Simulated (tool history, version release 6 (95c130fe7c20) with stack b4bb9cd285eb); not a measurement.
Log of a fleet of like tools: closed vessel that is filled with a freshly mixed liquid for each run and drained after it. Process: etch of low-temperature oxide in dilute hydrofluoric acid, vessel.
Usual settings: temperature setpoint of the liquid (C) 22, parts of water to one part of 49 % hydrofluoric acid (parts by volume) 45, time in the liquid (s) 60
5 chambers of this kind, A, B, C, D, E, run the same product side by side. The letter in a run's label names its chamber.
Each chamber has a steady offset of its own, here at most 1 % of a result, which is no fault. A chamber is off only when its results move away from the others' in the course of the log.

run   hour  temperature setpoint of the liquid (C)  parts of water to one part of 49 % hydrofluoric acid (parts by volume)  time in the liquid (s)  read-back film thickness of the low-temperature oxide reference wafer, read on the same gauge (nm)  thickness taken off the low-temperature oxide on a monitor wafer (Å)
 1B    2.6                                      22                                                                      45                      60                                                                                              39.996                                                                412.05
 2E    4.6                                      22                                                                      45                      60                                                                                              40.021                                                                416.72
 3A    8.6                                      22                                                                      45                      60                                                                                              40.005                                                                416.01
 4C   11.9                                      22                                                                      45                      60                                                                                              39.939                                                                415.27
 5D   15.5                                      22                                                                      45                      60                                                                                              39.943                                                                419.96
 6C   17.7                                      22                                                                      45                      60                                                                                              40.024                                                                416.14
 7E   20.6                                      22                                                                      45                      60                                                                                              40.036                                                                416.72
 8D   22.7                                      22                                                                      45                      60                                                                                              39.989                                                                 416.9
 9A   25.1                                      22                                                                      45                      60                                                                                              39.987                                                                414.72
10B   27.8                                      22                                                                      45                      60                                                                                               39.99                                                                414.59
11C     32                                      22                                                                      45                      60                                                                                              40.051                                                                414.92
12E   34.7                                      22                                                                      45                      60                                                                                              40.059                                                                414.99
13D   38.1                                      22                                                                      35                      85                                                                                              40.002                                                                 762.6
14A   41.2                                      22                                                                      35                      85                                                                                              39.988                                                                759.77
15B   43.9                                      22                                                                      35                      85                                                                                              40.007                                                                764.72
16A   46.5                                      22                                                                      35                      85                                                                                              39.994                                                                767.55
17C   49.2                                      22                                                                      35                      85                                                                                              40.022                                                                759.13
18D   52.7                                      22                                                                      45                      60                                                                                              40.042                                                                414.84
19E     57                                      22                                                                      45                      60                                                                                              40.047                                                                411.48
20B   60.2                                      22                                                                      45                      60                                                                                              40.018                                                                413.22
21C   64.3                                      22                                                                      45                      60                                                                                              39.963                                                                412.58
22D   68.1                                      22                                                                      45                      60                                                                                              40.029                                                                417.76
23E   70.2                                      22                                                                      45                      60                                                                                              39.992                                                                413.85
24B   74.2                                      22                                                                      45                      60                                                                                              39.993                                                                417.24
25A   76.8                                      22                                                                      45                      60                                                                                              39.978                                                                415.96
26B   78.9                                      22                                                                      45                      60                                                                                               40.04                                                                414.26
27A   81.8                                      22                                                                      45                      60                                                                                               39.99                                                                416.13
28D   84.8                                      22                                                                      45                      60                                                                                              39.958                                                                414.54
      86.6  -- chamber B: thermometer replaced
29C   87.2                                      22                                                                      45                      60                                                                                              39.987                                                                413.95
30E   90.5                                    26.5                                                                      45                      60                                                                                              40.029                                                                495.12
31A   93.6                                    26.5                                                                      45                      60                                                                                                  40                                                                499.37
32C   96.3                                    26.5                                                                      45                      60                                                                                               40.03                                                                500.95
33E   99.9                                    26.5                                                                      45                      60                                                                                              40.039                                                                498.21
34D  102.7                                    26.5                                                                      45                      60                                                                                              40.068                                                                505.81
35B  105.2                                      22                                                                      45                      60                                                                                              39.987                                                                413.59
36A  108.7                                      22                                                                      45                      60                                                                                              39.959                                                                415.84
37C  112.6                                      22                                                                      45                      60                                                                                              40.008                                                                412.18
38E  114.9                                    18.5                                                                      45                      40                                                                                              40.034                                                                 238.3
39D  116.9                                    18.5                                                                      45                      40                                                                                              40.007                                                                237.48

Next, every chamber runs the same settings. What will each give?
40A   120                                      22                                                                      45                      60                                                                                                                                                                         ?
40B   120                                      22                                                                      45                      60                                                                                                                                                                         ?
40C   120                                      22                                                                      45                      60                                                                                                                                                                         ?
40D   120                                      22                                                                      45                      60                                                                                                                                                                         ?
40E   120                                      22                                                                      45                      60                                                                                                                                                                         ?

run  thickness taken off the low-temperature oxide on a monitor wafer (Å)
40A                                                                416.38
40B                                                                415.72
40C                                                                415.31
40D                                                                417.48
40E                                                                417.32
